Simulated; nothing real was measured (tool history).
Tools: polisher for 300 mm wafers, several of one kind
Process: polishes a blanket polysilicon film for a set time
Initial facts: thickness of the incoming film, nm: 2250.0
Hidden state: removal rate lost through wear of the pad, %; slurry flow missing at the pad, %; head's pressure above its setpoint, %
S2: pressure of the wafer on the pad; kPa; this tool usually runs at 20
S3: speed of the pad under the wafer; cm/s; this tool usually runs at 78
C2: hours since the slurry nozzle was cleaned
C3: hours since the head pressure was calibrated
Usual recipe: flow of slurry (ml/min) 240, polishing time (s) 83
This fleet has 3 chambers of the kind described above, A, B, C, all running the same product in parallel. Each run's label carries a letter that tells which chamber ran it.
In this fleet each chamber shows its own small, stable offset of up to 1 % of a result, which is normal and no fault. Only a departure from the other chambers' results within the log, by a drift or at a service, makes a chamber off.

{"run": "1B", "hour": 7.0, "flow of slurry (ml/min)": 240, "S2": 20, "S3": 78, "polishing time (s)": 83, "wafers polished on this pad": 1044, "C2": 53.9, "C3": 443.4, "film removed (angstrom)": 6775.3}
{"run": "2A", "hour": 11.9, "flow of slurry (ml/min)": 240, "S2": 20, "S3": 78, "polishing time (s)": 83, "wafers polished on this pad": 732, "C2": 667.9, "C3": 568.4, "film removed (angstrom)": 6557.7}
{"hour": 19.3, "done": "chamber A: worn pad replaced by a new one"}
{"run": "3C", "hour": 22.2, "flow of slurry (ml/min)": 240, "S2": 20, "S3": 78, "polishing time (s)": 83, "wafers polished on this pad": 672, "C2": 37.6, "C3": 185.1, "film removed (angstrom)": 6590.4}
{"hour": 26.4, "done": "chamber C: worn pad replaced by a new one"}
{"run": "4C", "hour": 30.8, "flow of slurry (ml/min)": 240, "S2": 20, "S3": 78, "polishing time (s)": 83, "wafers polished on this pad": 49, "C2": 46.2, "C3": 193.7, "film removed (angstrom)": 6578}
{"hour": 32.1, "done": "chamber B: worn pad replaced by a new one"}
{"run": "5A", "hour": 36.9, "flow of slurry (ml/min)": 240, "S2": 20, "S3": 78, "polishing time (s)": 83, "wafers polished on this pad": 196, "C2": 692.9, "C3": 593.4, "film removed (angstrom)": 6527.1}
{"run": "6B", "hour": 44.5, "flow of slurry (ml/min)": 240, "S2": 20, "S3": 96, "polishing time (s)": 57, "wafers polished on this pad": 139, "C2": 91.4, "C3": 480.9, "film removed (angstrom)": 5535.3}
{"run": "7B", "hour": 52.3, "flow of slurry (ml/min)": 240, "S2": 20, "S3": 96, "polishing time (s)": 57, "wafers polished on this pad": 226, "C2": 99.2, "C3": 488.7, "film removed (angstrom)": 5406.2}
{"run": "8A", "hour": 61.3, "flow of slurry (ml/min)": 240, "S2": 20, "S3": 96, "polishing time (s)": 57, "wafers polished on this pad": 469, "C2": 717.3, "C3": 617.8, "film removed (angstrom)": 5338.7}
{"run": "9C", "hour": 68.9, "flow of slurry (ml/min)": 240, "S2": 20, "S3": 78, "polishing time (s)": 83, "wafers polished on this pad": 474, "C2": 84.3, "C3": 231.8, "film removed (angstrom)": 6459.3}
{"hour": 77.8, "done": "chamber A: slurry nozzle cleaned"}
{"run": "10C", "hour": 79.3, "flow of slurry (ml/min)": 240, "S2": 20, "S3": 78, "polishing time (s)": 83, "wafers polished on this pad": 591, "C2": 94.7, "C3": 242.2, "film removed (angstrom)": 6391.4}
{"run": "11B", "hour": 84.3, "flow of slurry (ml/min)": 240, "S2": 20, "S3": 100, "polishing time (s)": 83, "wafers polished on this pad": 583, "C2": 131.2, "C3": 520.7, "film removed (angstrom)": 8263.6}
{"run": "12A", "hour": 92.5, "flow of slurry (ml/min)": 240, "S2": 20, "S3": 100, "polishing time (s)": 83, "wafers polished on this pad": 817, "C2": 14.8, "C3": 649, "film removed (angstrom)": 8454.3}
{"hour": 93.4, "done": "chamber A: worn pad replaced by a new one"}
{"run": "13B", "hour": 101.2, "flow of slurry (ml/min)": 240, "S2": 20, "S3": 100, "polishing time (s)": 83, "wafers polished on this pad": 771, "C2": 148.1, "C3": 537.6, "film removed (angstrom)": 8369.7}
{"hour": 101.6, "done": "chamber C: worn pad replaced by a new one"}
{"run": "14A", "hour": 110.5, "flow of slurry (ml/min)": 240, "S2": 20, "S3": 78, "polishing time (s)": 83, "wafers polished on this pad": 191, "C2": 32.8, "C3": 667, "film removed (angstrom)": 6579.7}
{"run": "15C", "hour": 116.3, "flow of slurry (ml/min)": 240, "S2": 20, "S3": 78, "polishing time (s)": 83, "wafers polished on this pad": 164, "C2": 131.7, "C3": 279.2, "film removed (angstrom)": 6467.3}
{"run": "16C", "hour": 121.0, "flow of slurry (ml/min)": 240, "S2": 20, "S3": 78, "polishing time (s)": 83, "wafers polished on this pad": 217, "C2": 136.4, "C3": 283.9, "film removed (angstrom)": 6655.9}
{"run": "17A", "hour": 125.9, "flow of slurry (ml/min)": 240, "S2": 20, "S3": 78, "polishing time (s)": 83, "wafers polished on this pad": 363, "C2": 48.2, "C3": 682.4, "film removed (angstrom)": 6465.1}
{"run": "18B", "hour": 135.0, "flow of slurry (ml/min)": 240, "S2": 20, "S3": 78, "polishing time (s)": 83, "wafers polished on this pad": 1149, "C2": 181.9, "C3": 571.4, "film removed (angstrom)": 6636.8}
{"run": "19B", "hour": 140.7, "flow of slurry (ml/min)": 240, "S2": 20, "S3": 78, "polishing time (s)": 83, "wafers polished on this pad": 1212, "C2": 187.6, "C3": 577.1, "film removed (angstrom)": 6637}
{"run": "20C", "hour": 147.6, "flow of slurry (ml/min)": 240, "S2": 20, "S3": 78, "polishing time (s)": 83, "wafers polished on this pad": 514, "C2": 163, "C3": 310.5, "film removed (angstrom)": 6405.7}
{"run": "21A", "hour": 156.8, "flow of slurry (ml/min)": 240, "S2": 20, "S3": 78, "polishing time (s)": 83, "wafers polished on this pad": 708, "C2": 79.1, "C3": 713.3, "film removed (angstrom)": 6660.7}
{"hour": 157.9, "done": "chamber B: worn pad replaced by a new one"}
{"hour": 162.5, "done": "chamber C: worn pad replaced by a new one"}
{"run": "22A", "hour": 163.0, "flow of slurry (ml/min)": 190, "S2": 20, "S3": 78, "polishing time (s)": 83, "wafers polished on this pad": 777, "C2": 85.3, "C3": 719.5, "film removed (angstrom)": 6474.8}
{"hour": 166.3, "done": "chamber A: worn pad replaced by a new one"}
{"run": "23B", "hour": 167.6, "flow of slurry (ml/min)": 190, "S2": 20, "S3": 78, "polishing time (s)": 83, "wafers polished on this pad": 108, "C2": 214.5, "C3": 604, "film removed (angstrom)": 6434.8}
{"run": "24C", "hour": 173.9, "flow of slurry (ml/min)": 190, "S2": 20, "S3": 78, "polishing time (s)": 83, "wafers polished on this pad": 127, "C2": 189.3, "C3": 336.8, "film removed (angstrom)": 6328.1}
{"run": "25B", "hour": 179.1, "flow of slurry (ml/min)": 240, "S2": 20, "S3": 96, "polishing time (s)": 92, "wafers polished on this pad": 236, "C2": 226, "C3": 615.5, "film removed (angstrom)": 8942.4}
{"run": "26C", "hour": 186.2, "flow of slurry (ml/min)": 240, "S2": 20, "S3": 96, "polishing time (s)": 92, "wafers polished on this pad": 265, "C2": 201.6, "C3": 349.1, "film removed (angstrom)": 8883.2}
{"run": "27A", "hour": 195.8, "flow of slurry (ml/min)": 240, "S2": 20, "S3": 96, "polishing time (s)": 92, "wafers polished on this pad": 329, "C2": 118.1, "C3": 752.3, "film removed (angstrom)": 8751.3}
{"run": "28C", "hour": 205.4, "flow of slurry (ml/min)": 240, "S2": 20, "S3": 78, "polishing time (s)": 83, "wafers polished on this pad": 479, "C2": 220.8, "C3": 368.3, "film removed (angstrom)": 6526.4}
{"run": "29A", "hour": 212.0, "flow of slurry (ml/min)": 240, "S2": 20, "S3": 78, "polishing time (s)": 83, "wafers polished on this pad": 510, "C2": 134.3, "C3": 768.5, "film removed (angstrom)": 6558.3}
{"run": "30B", "hour": 219.2, "flow of slurry (ml/min)": 240, "S2": 20, "S3": 78, "polishing time (s)": 83, "wafers polished on this pad": 684, "C2": 266.1, "C3": 655.6, "film removed (angstrom)": 6586.3}
{"hour": 221.7, "done": "chamber C: worn pad replaced by a new one"}
{"run": "31C", "hour": 229.2, "flow of slurry (ml/min)": 240, "S2": 20, "S3": 78, "polishing time (s)": 83, "wafers polished on this pad": 84, "C2": 244.6, "C3": 392.1, "film removed (angstrom)": 6736.7}
{"hour": 235.5, "done": "chamber A: worn pad replaced by a new one"}
{"run": "32A", "hour": 235.8, "flow of slurry (ml/min)": 240, "S2": 20, "S3": 78, "polishing time (s)": 83, "wafers polished on this pad": 3, "C2": 158.1, "C3": 792.3, "film removed (angstrom)": 6480.7}
{"run": "33B", "hour": 244.5, "flow of slurry (ml/min)": 240, "S2": 20, "S3": 78, "polishing time (s)": 83, "wafers polished on this pad": 966, "C2": 291.4, "C3": 680.9, "film removed (angstrom)": 6685.6}
{"hour": 251.1, "done": "chamber C: slurry nozzle cleaned"}
{"run": "34A", "hour": 251.5, "flow of slurry (ml/min)": 240, "S2": 20, "S3": 78, "polishing time (s)": 83, "wafers polished on this pad": 178, "C2": 173.8, "C3": 808, "film removed (angstrom)": 6511}
{"run": "35B", "hour": 258.1, "flow of slurry (ml/min)": 240, "S2": 20, "S3": 78, "polishing time (s)": 83, "wafers polished on this pad": 1118, "C2": 305, "C3": 694.5, "film removed (angstrom)": 6746.1}
{"run": "36C", "hour": 265.3, "flow of slurry (ml/min)": 240, "S2": 20, "S3": 78, "polishing time (s)": 83, "wafers polished on this pad": 486, "C2": 14.2, "C3": 428.2, "film removed (angstrom)": 6442.1}
{"hour": 270.8, "done": "chamber B: worn pad replaced by a new one"}
{"run": "37C", "hour": 273.8, "flow of slurry (ml/min)": 205, "S2": 20, "S3": 78, "polishing time (s)": 83, "wafers polished on this pad": 581, "C2": 22.7, "C3": 436.7, "film removed (angstrom)": 6393.2}
{"hour": 282.2, "done": "chamber A: head pressure recalibrated"}
{"run": "38B", "hour": 284.0, "flow of slurry (ml/min)": 205, "S2": 20, "S3": 78, "polishing time (s)": 83, "wafers polished on this pad": 147, "C2": 330.9, "C3": 720.4, "film removed (angstrom)": 6326.3}
{"hour": 290.1, "done": "chamber C: worn pad replaced by a new one"}
{"run": "39A", "hour": 293.5, "flow of slurry (ml/min)": 205, "S2": 20, "S3": 78, "polishing time (s)": 83, "wafers polished on this pad": 647, "C2": 215.8, "C3": 11.3, "film removed (angstrom)": 6368.1}
{"hour": 297.7, "done": "chamber A: worn pad replaced by a new one"}
{"run": "40A", "hour": 299.4, "flow of slurry (ml/min)": 240, "S2": 24.8, "S3": 86, "polishing time (s)": 83, "wafers polished on this pad": 19, "C2": 221.7, "C3": 17.2, "film removed (angstrom)": 9096.8}
{"run": "41B", "hour": 306.5, "flow of slurry (ml/min)": 240, "S2": 24.8, "S3": 86, "polishing time (s)": 83, "wafers polished on this pad": 398, "C2": 353.4, "C3": 742.9, "film removed (angstrom)": 9039.1}
{"run": "42C", "hour": 315.5, "flow of slurry (ml/min)": 240, "S2": 24.8, "S3": 86, "polishing time (s)": 83, "wafers polished on this pad": 284, "C2": 64.4, "C3": 478.4, "film removed (angstrom)": 9004}
{"run": "43C", "hour": 325.0, "flow of slurry (ml/min)": 240, "S2": 20, "S3": 78, "polishing time (s)": 83, "wafers polished on this pad": 390, "C2": 73.9, "C3": 487.9, "film removed (angstrom)": 6449.1}
{"hour": 327.3, "done": "chamber B: slurry nozzle cleaned"}
{"run": "44B", "hour": 330.1, "flow of slurry (ml/min)": 240, "S2": 20, "S3": 78, "polishing time (s)": 83, "wafers polished on this pad": 661, "C2": 2.8, "C3": 766.5, "film removed (angstrom)": 6518.9}

Is one chamber off against the others, does the gauge drift, or is nothing wrong? If a chamber is off, say which, and what the likeliest cause is.

Beyond each chamber's small constant offset nothing stands out, and the gauge stays steady.
